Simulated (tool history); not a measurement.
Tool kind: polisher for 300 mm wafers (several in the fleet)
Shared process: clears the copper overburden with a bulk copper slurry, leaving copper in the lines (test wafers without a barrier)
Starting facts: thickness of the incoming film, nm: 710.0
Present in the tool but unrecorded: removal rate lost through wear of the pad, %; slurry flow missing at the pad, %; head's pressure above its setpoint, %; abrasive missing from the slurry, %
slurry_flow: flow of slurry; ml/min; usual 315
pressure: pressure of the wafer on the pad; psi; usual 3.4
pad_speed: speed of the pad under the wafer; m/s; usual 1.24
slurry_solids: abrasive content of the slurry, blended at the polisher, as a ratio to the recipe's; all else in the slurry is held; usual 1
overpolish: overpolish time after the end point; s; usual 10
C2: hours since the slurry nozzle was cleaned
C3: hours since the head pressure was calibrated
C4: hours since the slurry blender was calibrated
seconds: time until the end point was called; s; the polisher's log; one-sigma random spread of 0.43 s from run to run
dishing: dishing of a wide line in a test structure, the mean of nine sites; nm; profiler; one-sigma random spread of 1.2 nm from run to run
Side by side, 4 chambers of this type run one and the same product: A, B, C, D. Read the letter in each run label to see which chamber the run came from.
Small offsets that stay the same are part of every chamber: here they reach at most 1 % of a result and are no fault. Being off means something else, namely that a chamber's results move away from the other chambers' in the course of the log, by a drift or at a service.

-- day=0.046 chamber C: slurry nozzle cleaned
run 1D day=0.204 | slurry_flow=315 pressure=3.4 pad_speed=1.24 slurry_solids=1 overpolish=10 | wafers_polished_on_this_pad=130 C2=474.9 C3=333 C4=313.1 | seconds=50.962 dishing=77.208
run 2C day=0.333 | slurry_flow=315 pressure=3.4 pad_speed=1.24 slurry_solids=1 overpolish=10 | wafers_polished_on_this_pad=449 C2=6.9 C3=573.9 C4=209.4 | seconds=50.553 dishing=79.578
run 3A day=0.517 | slurry_flow=315 pressure=3.4 pad_speed=1.24 slurry_solids=1 overpolish=10 | wafers_polished_on_this_pad=1048 C2=66.3 C3=344 C4=190 | seconds=51.043 dishing=81.538
-- day=0.596 chamber A: worn pad replaced by a new one
run 4B day=0.725 | slurry_flow=315 pressure=3.4 pad_speed=1.24 slurry_solids=1 overpolish=10 | wafers_polished_on_this_pad=226 C2=576.1 C3=342.1 C4=117 | seconds=51.02 dishing=77.367
-- day=0.792 chamber C: worn pad replaced by a new one
run 5D day=0.896 | slurry_flow=315 pressure=3.4 pad_speed=1.24 slurry_solids=1 overpolish=10 | wafers_polished_on_this_pad=270 C2=491.5 C3=349.6 C4=329.7 | seconds=52.204 dishing=78.034
run 6C day=1.017 | slurry_flow=315 pressure=3.4 pad_speed=1.24 slurry_solids=1 overpolish=10 | wafers_polished_on_this_pad=46 C2=23.3 C3=590.3 C4=225.8 | seconds=50.955 dishing=79.334
-- day=1.167 chamber B: slurry blender recalibrated
-- day=1.233 chamber B: slurry nozzle cleaned
run 7B day=1.254 | slurry_flow=315 pressure=3.4 pad_speed=1.24 slurry_solids=1 overpolish=10 | wafers_polished_on_this_pad=333 C2=0.6 C3=354.8 C4=2.2 | seconds=50.452 dishing=77.379
run 8A day=1.45 | slurry_flow=315 pressure=3.4 pad_speed=1.24 slurry_solids=1 overpolish=10 | wafers_polished_on_this_pad=174 C2=88.7 C3=366.4 C4=212.4 | seconds=51.155 dishing=75.948
run 9D day=1.692 | slurry_flow=315 pressure=3.4 pad_speed=1.06 slurry_solids=1 overpolish=10 | wafers_polished_on_this_pad=432 C2=510.6 C3=368.7 C4=348.8 | seconds=60.925 dishing=68.833
run 10C day=1.942 | slurry_flow=315 pressure=3.4 pad_speed=1.06 slurry_solids=1 overpolish=10 | wafers_polished_on_this_pad=233 C2=45.5 C3=612.5 C4=248 | seconds=59.565 dishing=69.659
run 11A day=2.158 | slurry_flow=315 pressure=3.4 pad_speed=1.06 slurry_solids=1 overpolish=10 | wafers_polished_on_this_pad=317 C2=105.7 C3=383.4 C4=229.4 | seconds=60.764 dishing=71.249
run 12B day=2.383 | slurry_flow=315 pressure=3.4 pad_speed=1.06 slurry_solids=1 overpolish=10 | wafers_polished_on_this_pad=563 C2=27.7 C3=381.9 C4=29.3 | seconds=60.318 dishing=70.333
run 13C day=2.596 | slurry_flow=315 pressure=3.4 pad_speed=1.24 slurry_solids=1 overpolish=10 | wafers_polished_on_this_pad=366 C2=61.2 C3=628.2 C4=263.7 | seconds=51.044 dishing=78.939
-- day=2.808 chamber D: worn pad replaced by a new one
run 14A day=2.862 | slurry_flow=315 pressure=3.4 pad_speed=1.24 slurry_solids=1 overpolish=10 | wafers_polished_on_this_pad=460 C2=122.6 C3=400.3 C4=246.3 | seconds=52.413 dishing=75.932
run 15D day=3.088 | slurry_flow=315 pressure=3.4 pad_speed=1.24 slurry_solids=1 overpolish=10 | wafers_polished_on_this_pad=57 C2=544.1 C3=402.2 C4=382.3 | seconds=51.205 dishing=78.201
run 16B day=3.304 | slurry_flow=315 pressure=3.4 pad_speed=1.24 slurry_solids=1 overpolish=10 | wafers_polished_on_this_pad=750 C2=49.8 C3=404 C4=51.4 | seconds=51.104 dishing=78.39
run 17D day=3.55 | slurry_flow=315 pressure=3.4 pad_speed=1.24 slurry_solids=1 overpolish=10 | wafers_polished_on_this_pad=151 C2=555.2 C3=413.3 C4=393.4 | seconds=51.346 dishing=79.119
-- day=3.725 chamber C: worn pad replaced by a new one
run 18C day=3.775 | slurry_flow=315 pressure=3.4 pad_speed=1.24 slurry_solids=1 overpolish=10 | wafers_polished_on_this_pad=10 C2=89.5 C3=656.5 C4=292 | seconds=50.9 dishing=78.063
run 19B day=4 | slurry_flow=315 pressure=3.4 pad_speed=1.24 slurry_solids=1 overpolish=10 | wafers_polished_on_this_pad=891 C2=66.5 C3=420.7 C4=68.1 | seconds=50.486 dishing=76.844
run 20A day=4.125 | slurry_flow=315 pressure=3.4 pad_speed=1.66 slurry_solids=1 overpolish=10 | wafers_polished_on_this_pad=717 C2=152.9 C3=430.6 C4=276.6 | seconds=40.086 dishing=91.509
run 21D day=4.3 | slurry_flow=315 pressure=3.4 pad_speed=1.66 slurry_solids=1 overpolish=10 | wafers_polished_on_this_pad=303 C2=573.2 C3=431.3 C4=411.4 | seconds=38.53 dishing=93.652
run 22B day=4.425 | slurry_flow=315 pressure=3.4 pad_speed=1.66 slurry_solids=1 overpolish=10 | wafers_polished_on_this_pad=977 C2=76.7 C3=430.9 C4=78.3 | seconds=38.288 dishing=94.589
-- day=4.562 chamber D: slurry blender recalibrated
run 23A day=4.671 | slurry_flow=315 pressure=3.4 pad_speed=1.66 slurry_solids=1 overpolish=10 | wafers_polished_on_this_pad=828 C2=166 C3=443.7 C4=289.7 | seconds=39.648 dishing=91.118
-- day=4.692 chamber B: worn pad replaced by a new one
run 24C day=4.933 | slurry_flow=315 pressure=3.4 pad_speed=1.24 slurry_solids=1 overpolish=10 | wafers_polished_on_this_pad=245 C2=117.3 C3=684.3 C4=319.8 | seconds=50.2 dishing=78.257
run 25B day=5.083 | slurry_flow=315 pressure=3.4 pad_speed=1.24 slurry_solids=1 overpolish=16 | wafers_polished_on_this_pad=79 C2=92.5 C3=446.7 C4=94.1 | seconds=50.612 dishing=102.98
run 26C day=5.275 | slurry_flow=315 pressure=3.4 pad_speed=1.24 slurry_solids=1 overpolish=16 | wafers_polished_on_this_pad=315 C2=125.5 C3=692.5 C4=328 | seconds=51.16 dishing=106.4
-- day=5.425 chamber A: worn pad replaced by a new one
-- day=5.454 chamber D: worn pad replaced by a new one
run 27A day=5.454 | slurry_flow=315 pressure=3.4 pad_speed=1.24 slurry_solids=1 overpolish=16 | wafers_polished_on_this_pad=6 C2=184.8 C3=462.5 C4=308.5 | seconds=53.154 dishing=100.74
run 28D day=5.604 | slurry_flow=315 pressure=3.4 pad_speed=1.24 slurry_solids=1 overpolish=16 | wafers_polished_on_this_pad=30 C2=604.5 C3=462.6 C4=25 | seconds=51.863 dishing=102.73
run 29B day=5.85 | slurry_flow=315 pressure=3.4 pad_speed=1.24 slurry_solids=0.85 overpolish=10 | wafers_polished_on_this_pad=235 C2=110.9 C3=465.1 C4=112.5 | seconds=52.943 dishing=76.534
run 30A day=6.029 | slurry_flow=315 pressure=3.4 pad_speed=1.24 slurry_solids=0.85 overpolish=10 | wafers_polished_on_this_pad=122 C2=198.6 C3=476.3 C4=322.3 | seconds=56.699 dishing=73.615
run 31C day=6.192 | slurry_flow=315 pressure=3.4 pad_speed=1.24 slurry_solids=0.85 overpolish=10 | wafers_polished_on_this_pad=501 C2=147.5 C3=714.5 C4=350 | seconds=52.687 dishing=75.555
run 32D day=6.367 | slurry_flow=315 pressure=3.4 pad_speed=1.24 slurry_solids=0.85 overpolish=10 | wafers_polished_on_this_pad=185 C2=622.8 C3=480.9 C4=43.3 | seconds=53.577 dishing=77.167
-- day=6.533 chamber C: worn pad replaced by a new one
run 33B day=6.625 | slurry_flow=315 pressure=3.4 pad_speed=1.24 slurry_solids=1 overpolish=10 | wafers_polished_on_this_pad=392 C2=129.5 C3=483.7 C4=131.1 | seconds=51.053 dishing=76.92
run 34A day=6.817 | slurry_flow=315 pressure=2.5 pad_speed=1.24 slurry_solids=1 overpolish=10 | wafers_polished_on_this_pad=282 C2=217.5 C3=495.2 C4=341.2 | seconds=73.835 dishing=59.299
run 35C day=6.971 | slurry_flow=315 pressure=2.5 pad_speed=1.24 slurry_solids=1 overpolish=10 | wafers_polished_on_this_pad=89 C2=166.2 C3=733.2 C4=368.7 | seconds=68.842 dishing=61.991

Has any chamber moved away from the others, gradually or after a service, or does the common gauge drift, or do the chambers differ only by their own small steady offsets? State the chamber and the most likely cause if one applies.

It is chamber A that slowly wanders off from its peers.
Likeliest cause: abrasive missing from the slurry, % = 27.
From this log alone, it may not be told apart from: slurry flow missing at the pad, %; head's pressure below its setpoint, %.

Below are 4 candidate recipes for chamber A's next run, each the usual settings with a change, their results shown as question marks. Which of them brings A's results back in line with what the other chambers give on the usual settings?
In-line tolerance around the mean of the other chambers on the usual settings: seconds 1.5 s; dishing 4.1 nm
run 36A-1 day=7.171 | slurry_flow=315 pressure=3.3 pad_speed=1.18 slurry_solids=1 overpolish=10 | seconds=? dishing=?
run 36A-2 day=7.171 | slurry_flow=315 pressure=3.4 pad_speed=1.22 slurry_solids=1 overpolish=10 | seconds=? dishing=?
run 36A-3 day=7.171 | slurry_flow=315 pressure=3.4 pad_speed=1.26 slurry_solids=1 overpolish=10 | seconds=? dishing=?
run 36A-4 day=7.171 | slurry_flow=315 pressure=3.5 pad_speed=1.3 slurry_solids=1 overpolish=10 | seconds=? dishing=?

What the other chambers average on the usual settings: seconds 51.126 s; dishing 78.545 nm
run=36A-1 seconds=60.021 dishing=70.727
run=36A-2 seconds=56.345 dishing=74.171
run=36A-3 seconds=54.547 dishing=75.863
run=36A-4 seconds=51.358 dishing=79.29
The answer is 36A-4, which returns the chamber to within the allowed miss of the others.

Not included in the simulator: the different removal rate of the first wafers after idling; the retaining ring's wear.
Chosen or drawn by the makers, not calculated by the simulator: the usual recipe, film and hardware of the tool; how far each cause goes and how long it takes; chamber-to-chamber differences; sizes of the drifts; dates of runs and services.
